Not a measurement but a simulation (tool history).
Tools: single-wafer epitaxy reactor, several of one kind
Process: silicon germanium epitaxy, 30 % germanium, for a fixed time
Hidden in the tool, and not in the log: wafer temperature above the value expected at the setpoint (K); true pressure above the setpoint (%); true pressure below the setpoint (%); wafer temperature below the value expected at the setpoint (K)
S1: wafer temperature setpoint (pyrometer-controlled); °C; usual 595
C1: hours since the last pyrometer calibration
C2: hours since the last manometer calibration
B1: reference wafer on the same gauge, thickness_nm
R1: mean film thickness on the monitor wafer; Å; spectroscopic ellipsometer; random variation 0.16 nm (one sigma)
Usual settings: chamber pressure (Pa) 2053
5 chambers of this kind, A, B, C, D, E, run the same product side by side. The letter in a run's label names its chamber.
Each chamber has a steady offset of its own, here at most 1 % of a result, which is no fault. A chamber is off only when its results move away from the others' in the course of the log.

{"run": "1A", "hour": 11.0, "S1": 595, "chamber pressure (Pa)": 2053, "C1": 361.3, "C2": 1666.2, "B1": 39.32, "R1": 487.52}
{"run": "2D", "hour": 25.3, "S1": 595, "chamber pressure (Pa)": 2053, "C1": 646.7, "C2": 1644.7, "B1": 39.278, "R1": 480.32}
{"run": "3C", "hour": 36.4, "S1": 595, "chamber pressure (Pa)": 2053, "C1": 756.3, "C2": 225.6, "B1": 39.295, "R1": 488.39}
{"run": "4B", "hour": 45.8, "S1": 595, "chamber pressure (Pa)": 2053, "C1": 1211, "C2": 375, "B1": 39.277, "R1": 484.32}
{"run": "5E", "hour": 57.8, "S1": 595, "chamber pressure (Pa)": 2053, "C1": 1441.5, "C2": 1356.6, "B1": 39.316, "R1": 482.38}
{"run": "6D", "hour": 66.3, "S1": 595, "chamber pressure (Pa)": 2053, "C1": 687.7, "C2": 1685.7, "B1": 39.295, "R1": 478.18}
{"run": "7C", "hour": 74.1, "S1": 595, "chamber pressure (Pa)": 2053, "C1": 794, "C2": 263.3, "B1": 39.32, "R1": 485.25}
{"run": "8B", "hour": 83.3, "S1": 595, "chamber pressure (Pa)": 2240, "C1": 1248.5, "C2": 412.5, "B1": 39.313, "R1": 500.32}
{"run": "9A", "hour": 93.8, "S1": 595, "chamber pressure (Pa)": 2240, "C1": 444.1, "C2": 1749, "B1": 39.315, "R1": 505.76}
{"run": "10E", "hour": 100.5, "S1": 595, "chamber pressure (Pa)": 2240, "C1": 1484.2, "C2": 1399.3, "B1": 39.262, "R1": 501.17}
{"run": "11C", "hour": 108.9, "S1": 595, "chamber pressure (Pa)": 2240, "C1": 828.8, "C2": 298.1, "B1": 39.29, "R1": 499.91}
{"run": "12A", "hour": 122.8, "S1": 595, "chamber pressure (Pa)": 2240, "C1": 473.1, "C2": 1778, "B1": 39.306, "R1": 504.78}
{"run": "13B", "hour": 136.7, "S1": 595, "chamber pressure (Pa)": 2053, "C1": 1301.9, "C2": 465.9, "B1": 39.304, "R1": 483.87}
{"run": "14E", "hour": 143.7, "S1": 595, "chamber pressure (Pa)": 2053, "C1": 1527.4, "C2": 1442.5, "B1": 39.3, "R1": 484.82}
{"hour": 149.6, "done": "chamber E: pyrometer calibrated"}
{"run": "15D", "hour": 153.5, "S1": 595, "chamber pressure (Pa)": 2053, "C1": 774.9, "C2": 1772.9, "B1": 39.311, "R1": 479.67}
{"run": "16D", "hour": 162.8, "S1": 595, "chamber pressure (Pa)": 2053, "C1": 784.2, "C2": 1782.2, "B1": 39.273, "R1": 477.41}
{"run": "17C", "hour": 172.5, "S1": 595, "chamber pressure (Pa)": 2053, "C1": 892.4, "C2": 361.7, "B1": 39.304, "R1": 487.86}
{"run": "18A", "hour": 182.4, "S1": 595, "chamber pressure (Pa)": 2053, "C1": 532.7, "C2": 1837.6, "B1": 39.319, "R1": 485.07}
{"run": "19E", "hour": 196.4, "S1": 595, "chamber pressure (Pa)": 2053, "C1": 46.8, "C2": 1495.2, "B1": 39.304, "R1": 474.18}
{"run": "20B", "hour": 206.7, "S1": 595, "chamber pressure (Pa)": 2053, "C1": 1371.9, "C2": 535.9, "B1": 39.271, "R1": 483.37}
{"run": "21E", "hour": 216.1, "S1": 595, "chamber pressure (Pa)": 2053, "C1": 66.5, "C2": 1514.9, "B1": 39.276, "R1": 470.06}
{"run": "22C", "hour": 223.3, "S1": 595, "chamber pressure (Pa)": 2053, "C1": 943.2, "C2": 412.5, "B1": 39.326, "R1": 486.44}
{"run": "23D", "hour": 231.7, "S1": 595, "chamber pressure (Pa)": 2053, "C1": 853.1, "C2": 1851.1, "B1": 39.308, "R1": 481.24}
{"run": "24A", "hour": 243.9, "S1": 595, "chamber pressure (Pa)": 1560, "C1": 594.2, "C2": 1899.1, "B1": 39.288, "R1": 431.34}
{"run": "25B", "hour": 253.4, "S1": 595, "chamber pressure (Pa)": 1560, "C1": 1418.6, "C2": 582.6, "B1": 39.328, "R1": 432.29}
{"run": "26D", "hour": 260.3, "S1": 595, "chamber pressure (Pa)": 1560, "C1": 881.7, "C2": 1879.7, "B1": 39.28, "R1": 431.69}
{"run": "27A", "hour": 270.3, "S1": 595, "chamber pressure (Pa)": 1560, "C1": 620.6, "C2": 1925.5, "B1": 39.288, "R1": 434.34}
{"run": "28E", "hour": 281.2, "S1": 595, "chamber pressure (Pa)": 1560, "C1": 131.6, "C2": 1580, "B1": 39.277, "R1": 419.77}
{"run": "29B", "hour": 294.6, "S1": 595, "chamber pressure (Pa)": 2053, "C1": 1459.8, "C2": 623.8, "B1": 39.294, "R1": 486.65}
{"run": "30C", "hour": 302.2, "S1": 595, "chamber pressure (Pa)": 2053, "C1": 1022.1, "C2": 491.4, "B1": 39.274, "R1": 488.87}
{"run": "31C", "hour": 310.0, "S1": 581, "chamber pressure (Pa)": 2293, "C1": 1029.9, "C2": 499.2, "B1": 39.285, "R1": 392.68}

What goes on in this fleet: one chamber off, a drifting gauge, or nothing beyond the chambers' own small offsets? Name the chamber and the cause, if any.

A service left chamber E off against the others.
Cause: wafer temperature below the value expected at the setpoint (K) = 1.45.

Here are 4 candidates for chamber E's next run, each the usual settings with a change, their results left as question marks. Which one brings its results back in line with what the others give on the usual settings?
In line means no further than this from the other chambers' mean on the usual settings: R1 5.5 Å
{"run": "32E-1", "hour": 320.5, "S1": 595, "chamber pressure (Pa)": 2186, "R1": "?"}
{"run": "32E-2", "hour": 320.5, "S1": 595, "chamber pressure (Pa)": 1787, "R1": "?"}
{"run": "32E-3", "hour": 320.5, "S1": 595, "chamber pressure (Pa)": 2320, "R1": "?"}
{"run": "32E-4", "hour": 320.5, "S1": 595, "chamber pressure (Pa)": 1920, "R1": "?"}

The other chambers' mean on the usual settings: R1 484.2 Å
run=32E-1 R1=484.34
run=32E-2 R1=446.08
run=32E-3 R1=496.13
run=32E-4 R1=459.37
32E-1 brings the chamber back in line.

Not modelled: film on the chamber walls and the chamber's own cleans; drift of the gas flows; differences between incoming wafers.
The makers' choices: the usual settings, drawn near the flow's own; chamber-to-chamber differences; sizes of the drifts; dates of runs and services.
